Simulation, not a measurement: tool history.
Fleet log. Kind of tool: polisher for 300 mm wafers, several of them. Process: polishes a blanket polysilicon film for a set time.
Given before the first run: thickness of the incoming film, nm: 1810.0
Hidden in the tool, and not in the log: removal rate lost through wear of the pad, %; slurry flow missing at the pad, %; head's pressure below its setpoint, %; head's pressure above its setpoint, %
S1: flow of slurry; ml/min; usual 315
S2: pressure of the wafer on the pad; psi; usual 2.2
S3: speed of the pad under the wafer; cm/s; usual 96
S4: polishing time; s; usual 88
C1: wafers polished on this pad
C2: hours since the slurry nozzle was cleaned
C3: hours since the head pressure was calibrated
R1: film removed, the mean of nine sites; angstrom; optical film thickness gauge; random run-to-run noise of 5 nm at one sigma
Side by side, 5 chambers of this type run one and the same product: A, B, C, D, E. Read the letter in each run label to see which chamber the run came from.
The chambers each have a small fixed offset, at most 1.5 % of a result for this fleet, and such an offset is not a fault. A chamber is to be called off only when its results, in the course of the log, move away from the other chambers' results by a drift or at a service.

run     day   S1   S2  S3   S4    C1     C2      C3      R1
 1C   0.592  315  2.2  96   88   910   27.9   468.4  4384.5
 2D   1.079  315  2.2  96   88   489   42.0   408.0  4477.8
 3E   1.362  315  2.2  96   88   456  433.4   353.3  4408.7
      1.396  -- chamber C: worn pad replaced by a new one
      1.521  -- chamber A: worn pad replaced by a new one
      1.775  -- chamber B: worn pad replaced by a new one
 4B   1.817  315  2.2  96   88    10  155.9   624.8  4440.6
 5A   2.188  315  2.2  96   88   156  290.7   712.7  4382.7
 6D   2.546  315  2.2  96   88   833   77.2   443.2  4444.3
      2.904  -- chamber E: worn pad replaced by a new one
 7C   2.912  315  2.2  96   88   356   83.6   524.1  4385.5
 8A   3.454  315  2.2  96   88   454  321.1   743.1  4569.4
      3.583  -- chamber D: worn pad replaced by a new one
 9E   4.062  315  2.2  96   88   272  498.2   418.1  4338.0
      4.167  -- chamber E: head pressure recalibrated
10B   4.588  315  2.9  96   61   660  222.4   691.3  4147.4
      4.858  -- chamber A: slurry nozzle cleaned
11E   4.958  315  2.9  96   61   482  519.7    19.0  4019.3
12B   5.304  315  2.9  96   61   828  239.6   708.5  4152.3
      5.362  -- chamber B: worn pad replaced by a new one
      5.683  -- chamber A: worn pad replaced by a new one
13C   5.829  315  2.9  96   61  1040  153.6   594.1  4063.9
      6.288  -- chamber C: worn pad replaced by a new one
14D   6.375  315  2.9  96   61   655  169.1   535.1  4074.8
15A   6.921  315  2.2  96   88   290   49.5   826.3  4484.8
      7.017  -- chamber E: worn pad replaced by a new one
16A   7.392  315  2.2  96   88   401   60.8   837.6  4448.8
17D   7.925  315  2.2  96   88  1019  206.3   572.3  4451.7
      7.992  -- chamber D: worn pad replaced by a new one
      8.383  -- chamber B: slurry nozzle cleaned
18E   8.546  315  2.2  96   88   359  605.8   105.1  4470.7
19B   8.938  315  2.2  96  117   839   13.4   795.7  6006.3
      9.217  -- chamber B: worn pad replaced by a new one
20C   9.362  315  2.2  96  117   722  238.4   678.9  5952.7
      9.462  -- chamber A: worn pad replaced by a new one
21B   9.833  315  2.2  96  117   145   34.9   817.2  5987.9
22C  10.296  315  2.2  96  117   941  260.8   701.3  5774.1
     10.825  -- chamber E: worn pad replaced by a new one
23E  10.888  315  2.2  96  117    14  662.0   161.3  5868.5
24D  11.196  315  2.2  96   88   752  284.8   650.8  4374.9
     11.338  -- chamber D: head pressure recalibrated
     11.496  -- chamber C: worn pad replaced by a new one
25A  11.546  315  2.2  96   88   489  160.5   937.3  4557.3
26D  12.117  315  2.9  96   88   968  306.9    18.7  5833.9
     12.192  -- chamber C: head pressure recalibrated
27C  12.479  315  2.9  96   88   230  313.2     6.9  5861.4
     12.512  -- chamber D: worn pad replaced by a new one
28A  12.754  315  2.9  96   88   773  189.5   966.3  5945.0
29E  13.233  315  2.9  96   88   565  718.3   217.6  5763.1
     13.238  -- chamber A: worn pad replaced by a new one
     13.400  -- chamber B: worn pad replaced by a new one
30B  13.725  315  2.9  96   88    76  128.3   910.6  5805.7
31E  14.179  315  2.7  96   88   787  741.0   240.3  5378.0
32B  14.708  315  2.7  96   88   307  151.9   934.2  5404.7
     14.833  -- chamber E: worn pad replaced by a new one
33A  15.092  315  2.7  96   88   435  245.6  1022.4  5449.0
34C  15.596  315  2.7  96   88   962  388.0    81.7  5382.2
35D  16.212  315  2.7  96   88   869  405.2   117.0  5359.5
     16.267  -- chamber C: worn pad replaced by a new one
36B  16.583  315  2.2  96   88   747  196.9   979.2  4458.3
37E  17.200  315  2.2  96   88   556  813.5   312.8  4345.7
     17.446  -- chamber A: worn pad replaced by a new one
     17.533  -- chamber D: worn pad replaced by a new one
38C  17.767  315  2.2  96   88   352  440.1   133.8  4463.7
39D  18.333  315  2.2  96   88   188  456.1   167.9  4467.5
40A  18.817  315  2.2  96   88   322  335.0  1111.8  4382.0

Is one chamber out of step, is the gauge drifting, or do the chambers differ by no more than their own small offsets? For an off chamber, give its letter and the likeliest cause.

The fleet is healthy, with each chamber sitting at its usual small offset and no drift in the gauge.
